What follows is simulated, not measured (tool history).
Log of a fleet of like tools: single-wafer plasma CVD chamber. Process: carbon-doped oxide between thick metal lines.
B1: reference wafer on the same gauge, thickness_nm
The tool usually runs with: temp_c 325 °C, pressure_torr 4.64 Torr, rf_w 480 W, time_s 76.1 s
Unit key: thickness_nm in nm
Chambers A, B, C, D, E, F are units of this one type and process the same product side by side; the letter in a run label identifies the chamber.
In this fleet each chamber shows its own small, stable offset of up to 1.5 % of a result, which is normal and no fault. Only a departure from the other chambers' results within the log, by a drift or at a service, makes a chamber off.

run 1C day=0.467 | temp_c=325 pressure_torr=4.64 rf_w=480 time_s=76.1 | B1=380.04 | thickness_nm=396.36
-- day=0.642 chamber E: RF generator calibrated
run 2D day=0.933 | temp_c=325 pressure_torr=4.64 rf_w=480 time_s=76.1 | B1=380.02 | thickness_nm=401.11
run 3E day=1.354 | temp_c=325 pressure_torr=4.64 rf_w=480 time_s=76.1 | B1=380.06 | thickness_nm=393.51
run 4B day=1.804 | temp_c=325 pressure_torr=4.64 rf_w=480 time_s=76.1 | B1=380.20 | thickness_nm=399.96
run 5A day=2.175 | temp_c=325 pressure_torr=4.64 rf_w=480 time_s=76.1 | B1=380.26 | thickness_nm=399.92
run 6F day=2.462 | temp_c=325 pressure_torr=4.64 rf_w=480 time_s=76.1 | B1=380.47 | thickness_nm=402.27
run 7E day=2.904 | temp_c=325 pressure_torr=5.12 rf_w=480 time_s=65.4 | B1=380.37 | thickness_nm=343.00
run 8B day=3.396 | temp_c=325 pressure_torr=5.12 rf_w=480 time_s=65.4 | B1=380.38 | thickness_nm=348.78
run 9C day=3.829 | temp_c=325 pressure_torr=5.12 rf_w=480 time_s=65.4 | B1=380.45 | thickness_nm=346.56
run 10A day=4.300 | temp_c=325 pressure_torr=5.12 rf_w=480 time_s=65.4 | B1=380.65 | thickness_nm=350.28
run 11F day=4.746 | temp_c=325 pressure_torr=5.12 rf_w=480 time_s=65.4 | B1=380.61 | thickness_nm=350.24
run 12D day=5.183 | temp_c=325 pressure_torr=5.12 rf_w=480 time_s=65.4 | B1=380.54 | thickness_nm=350.59
run 13B day=5.467 | temp_c=325 pressure_torr=4.64 rf_w=480 time_s=76.1 | B1=380.69 | thickness_nm=399.47
run 14E day=5.829 | temp_c=325 pressure_torr=4.64 rf_w=480 time_s=76.1 | B1=380.84 | thickness_nm=394.28
run 15C day=6.246 | temp_c=325 pressure_torr=4.64 rf_w=480 time_s=76.1 | B1=380.69 | thickness_nm=397.29
run 16A day=6.654 | temp_c=325 pressure_torr=4.64 rf_w=480 time_s=76.1 | B1=380.83 | thickness_nm=401.18
run 17F day=7.079 | temp_c=325 pressure_torr=4.64 rf_w=480 time_s=76.1 | B1=380.93 | thickness_nm=402.31
run 18D day=7.567 | temp_c=325 pressure_torr=4.64 rf_w=480 time_s=76.1 | B1=380.90 | thickness_nm=401.82
run 19F day=7.946 | temp_c=325 pressure_torr=4.64 rf_w=480 time_s=76.1 | B1=380.96 | thickness_nm=401.41
run 20D day=8.296 | temp_c=325 pressure_torr=4.64 rf_w=480 time_s=76.1 | B1=380.95 | thickness_nm=402.78
-- day=8.654 chamber F: capacitance manometer re-zeroed and calibrated
run 21E day=8.821 | temp_c=325 pressure_torr=4.64 rf_w=480 time_s=76.1 | B1=380.98 | thickness_nm=394.69
run 22B day=9.321 | temp_c=325 pressure_torr=4.64 rf_w=480 time_s=76.1 | B1=381.18 | thickness_nm=400.23
run 23C day=9.796 | temp_c=325 pressure_torr=4.64 rf_w=480 time_s=76.1 | B1=381.20 | thickness_nm=398.05
run 24A day=10.133 | temp_c=325 pressure_torr=4.64 rf_w=480 time_s=76.1 | B1=381.21 | thickness_nm=401.96
run 25E day=10.612 | temp_c=325 pressure_torr=4.64 rf_w=480 time_s=76.1 | B1=381.42 | thickness_nm=394.75
run 26F day=11.017 | temp_c=325 pressure_torr=4.64 rf_w=480 time_s=76.1 | B1=381.34 | thickness_nm=401.95
-- day=11.275 chamber D: RF generator calibrated
run 27A day=11.379 | temp_c=325 pressure_torr=4.64 rf_w=480 time_s=76.1 | B1=381.48 | thickness_nm=402.15
run 28C day=11.862 | temp_c=325 pressure_torr=4.64 rf_w=480 time_s=76.1 | B1=381.41 | thickness_nm=397.60
-- day=11.875 chamber C: capacitance manometer re-zeroed and calibrated
run 29D day=12.117 | temp_c=325 pressure_torr=4.64 rf_w=480 time_s=76.1 | B1=381.52 | thickness_nm=402.92
run 30B day=12.458 | temp_c=325 pressure_torr=5.46 rf_w=480 time_s=76.1 | B1=381.65 | thickness_nm=411.42
run 31B day=12.892 | temp_c=325 pressure_torr=5.46 rf_w=480 time_s=76.1 | B1=381.67 | thickness_nm=411.76
run 32E day=13.367 | temp_c=325 pressure_torr=5.46 rf_w=480 time_s=76.1 | B1=381.52 | thickness_nm=404.59
run 33C day=13.658 | temp_c=325 pressure_torr=5.46 rf_w=480 time_s=76.1 | B1=381.63 | thickness_nm=408.41
run 34F day=14.117 | temp_c=325 pressure_torr=5.46 rf_w=480 time_s=76.1 | B1=381.70 | thickness_nm=413.14
run 35D day=14.517 | temp_c=325 pressure_torr=5.46 rf_w=480 time_s=76.1 | B1=381.80 | thickness_nm=413.51
run 36A day=14.933 | temp_c=325 pressure_torr=4.64 rf_w=480 time_s=76.1 | B1=381.85 | thickness_nm=402.31
run 37E day=15.262 | temp_c=340 pressure_torr=4.64 rf_w=480 time_s=64.5 | B1=381.75 | thickness_nm=319.91
run 38C day=15.629 | temp_c=340 pressure_torr=4.64 rf_w=480 time_s=64.5 | B1=382.04 | thickness_nm=322.58
run 39A day=16.025 | temp_c=340 pressure_torr=4.64 rf_w=480 time_s=64.5 | B1=381.98 | thickness_nm=325.38
run 40B day=16.358 | temp_c=340 pressure_torr=4.64 rf_w=480 time_s=64.5 | B1=382.17 | thickness_nm=325.32
run 41D day=16.608 | temp_c=340 pressure_torr=4.64 rf_w=480 time_s=64.5 | B1=381.93 | thickness_nm=327.09
run 42F day=16.892 | temp_c=340 pressure_torr=4.64 rf_w=480 time_s=64.5 | B1=382.04 | thickness_nm=326.46
run 43D day=17.267 | temp_c=325 pressure_torr=4.64 rf_w=480 time_s=76.1 | B1=382.09 | thickness_nm=402.87
run 44F day=17.521 | temp_c=325 pressure_torr=4.64 rf_w=480 time_s=76.1 | B1=382.01 | thickness_nm=403.11

The same settings go to every chamber for the next run, one line per chamber below. Forecast the results for each:
run 45A day=17.904 | temp_c=325 pressure_torr=4.64 rf_w=480 time_s=76.1 | thickness_nm=?
run 45B day=17.904 | temp_c=325 pressure_torr=4.64 rf_w=480 time_s=76.1 | thickness_nm=?
run 45C day=17.904 | temp_c=325 pressure_torr=4.64 rf_w=480 time_s=76.1 | thickness_nm=?
run 45D day=17.904 | temp_c=325 pressure_torr=4.64 rf_w=480 time_s=76.1 | thickness_nm=?
run 45E day=17.904 | temp_c=325 pressure_torr=4.64 rf_w=480 time_s=76.1 | thickness_nm=?
run 45F day=17.904 | temp_c=325 pressure_torr=4.64 rf_w=480 time_s=76.1 | thickness_nm=?

run=45A thickness_nm=402.60
run=45B thickness_nm=401.88
run=45C thickness_nm=399.22
run=45D thickness_nm=403.35
run=45E thickness_nm=395.65
run=45F thickness_nm=403.38

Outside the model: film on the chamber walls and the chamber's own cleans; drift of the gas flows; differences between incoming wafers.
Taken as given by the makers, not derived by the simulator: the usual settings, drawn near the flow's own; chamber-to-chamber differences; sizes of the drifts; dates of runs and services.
